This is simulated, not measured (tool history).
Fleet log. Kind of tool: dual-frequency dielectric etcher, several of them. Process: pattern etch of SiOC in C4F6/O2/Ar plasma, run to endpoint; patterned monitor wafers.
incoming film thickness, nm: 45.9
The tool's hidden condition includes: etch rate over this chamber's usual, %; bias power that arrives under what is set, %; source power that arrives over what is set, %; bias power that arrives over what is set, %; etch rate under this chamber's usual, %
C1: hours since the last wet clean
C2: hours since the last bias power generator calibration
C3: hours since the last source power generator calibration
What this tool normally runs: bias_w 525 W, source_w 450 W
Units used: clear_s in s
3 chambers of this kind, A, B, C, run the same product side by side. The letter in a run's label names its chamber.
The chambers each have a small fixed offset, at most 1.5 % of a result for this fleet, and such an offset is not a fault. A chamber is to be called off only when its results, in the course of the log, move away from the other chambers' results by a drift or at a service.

Run 1B, day 0.125: usual settings; C1 71.9; C2 1971.0; C3 901.6. Result: clear_s 14.404 s.
Run 2A, day 0.333: usual settings; C1 185.6; C2 2515.0; C3 932.6. Result: clear_s 14.467 s.
Run 3C, day 0.533: usual settings; C1 483.7; C2 799.1; C3 1641.6. Result: clear_s 14.616 s.
Run 4A, day 0.771: usual settings; C1 196.1; C2 2525.5; C3 943.1. Result: clear_s 14.460 s.
Run 5C, day 0.917: usual settings; C1 492.9; C2 808.3; C3 1650.8. Result: clear_s 14.655 s.
Run 6B, day 1.154: usual settings; C1 96.6; C2 1995.7; C3 926.3. Result: clear_s 14.243 s.
Run 7B, day 1.317: usual settings; C1 100.5; C2 1999.6; C3 930.2. Result: clear_s 14.251 s.
At day 1.471: chamber C: wet clean of the chamber.
Run 8A, day 1.479: usual settings; C1 213.1; C2 2542.5; C3 960.1. Result: clear_s 14.623 s.
Run 9C, day 1.650: usual settings but bias_w 446 W; C1 4.4; C2 825.9; C3 1668.4. Result: clear_s 15.500 s.
Run 10C, day 1.875: usual settings but bias_w 446 W; C1 9.8; C2 831.3; C3 1673.8. Result: clear_s 15.510 s.
Run 11A, day 2.092: usual settings but bias_w 446 W; C1 227.8; C2 2557.2; C3 974.8. Result: clear_s 15.391 s.
Run 12B, day 2.229: usual settings; C1 122.4; C2 2021.5; C3 952.1. Result: clear_s 14.259 s.
Run 13C, day 2.450: usual settings; C1 23.6; C2 845.1; C3 1687.6. Result: clear_s 14.632 s.
Run 14B, day 2.583: usual settings; C1 130.9; C2 2030.0; C3 960.6. Result: clear_s 14.185 s.
Run 15A, day 2.692: usual settings; C1 242.2; C2 2571.6; C3 989.2. Result: clear_s 14.512 s.
Run 16A, day 2.933: usual settings but source_w 370 W; C1 248.0; C2 2577.4; C3 995.0. Result: clear_s 15.572 s.
Run 17C, day 3.042: usual settings but source_w 370 W; C1 37.8; C2 859.3; C3 1701.8. Result: clear_s 15.715 s.
Run 18B, day 3.288: usual settings but source_w 370 W; C1 147.8; C2 2046.9; C3 977.5. Result: clear_s 15.125 s.
Run 19C, day 3.483: usual settings; C1 48.4; C2 869.9; C3 1712.4. Result: clear_s 14.550 s.
Run 20A, day 3.667: usual settings; C1 265.6; C2 2595.0; C3 1012.6. Result: clear_s 14.560 s.
Run 21B, day 3.783: usual settings; C1 159.7; C2 2058.8; C3 989.4. Result: clear_s 14.083 s.
Run 22A, day 4.012: usual settings; C1 273.9; C2 2603.3; C3 1020.9. Result: clear_s 14.631 s.
Run 23C, day 4.233: usual settings; C1 66.4; C2 887.9; C3 1730.4. Result: clear_s 14.621 s.
Run 24B, day 4.383: usual settings; C1 174.1; C2 2073.2; C3 1003.8. Result: clear_s 13.974 s.
Run 25C, day 4.517: usual settings but bias_w 633 W, source_w 400 W; C1 73.2; C2 894.7; C3 1737.2. Result: clear_s 14.235 s.
Run 26B, day 4.683: usual settings but bias_w 633 W, source_w 400 W; C1 181.3; C2 2080.4; C3 1011.0. Result: clear_s 13.554 s.

All chambers now run identical settings, listed one chamber a line with results as question marks. What results will each chamber show?
Run 27A, day 4.858: usual settings. Result: clear_s ?.
Run 27B, day 4.858: usual settings. Result: clear_s ?.
Run 27C, day 4.858: usual settings. Result: clear_s ?.

run  clear_s
27A   14.580
27B   14.034
27C   14.600
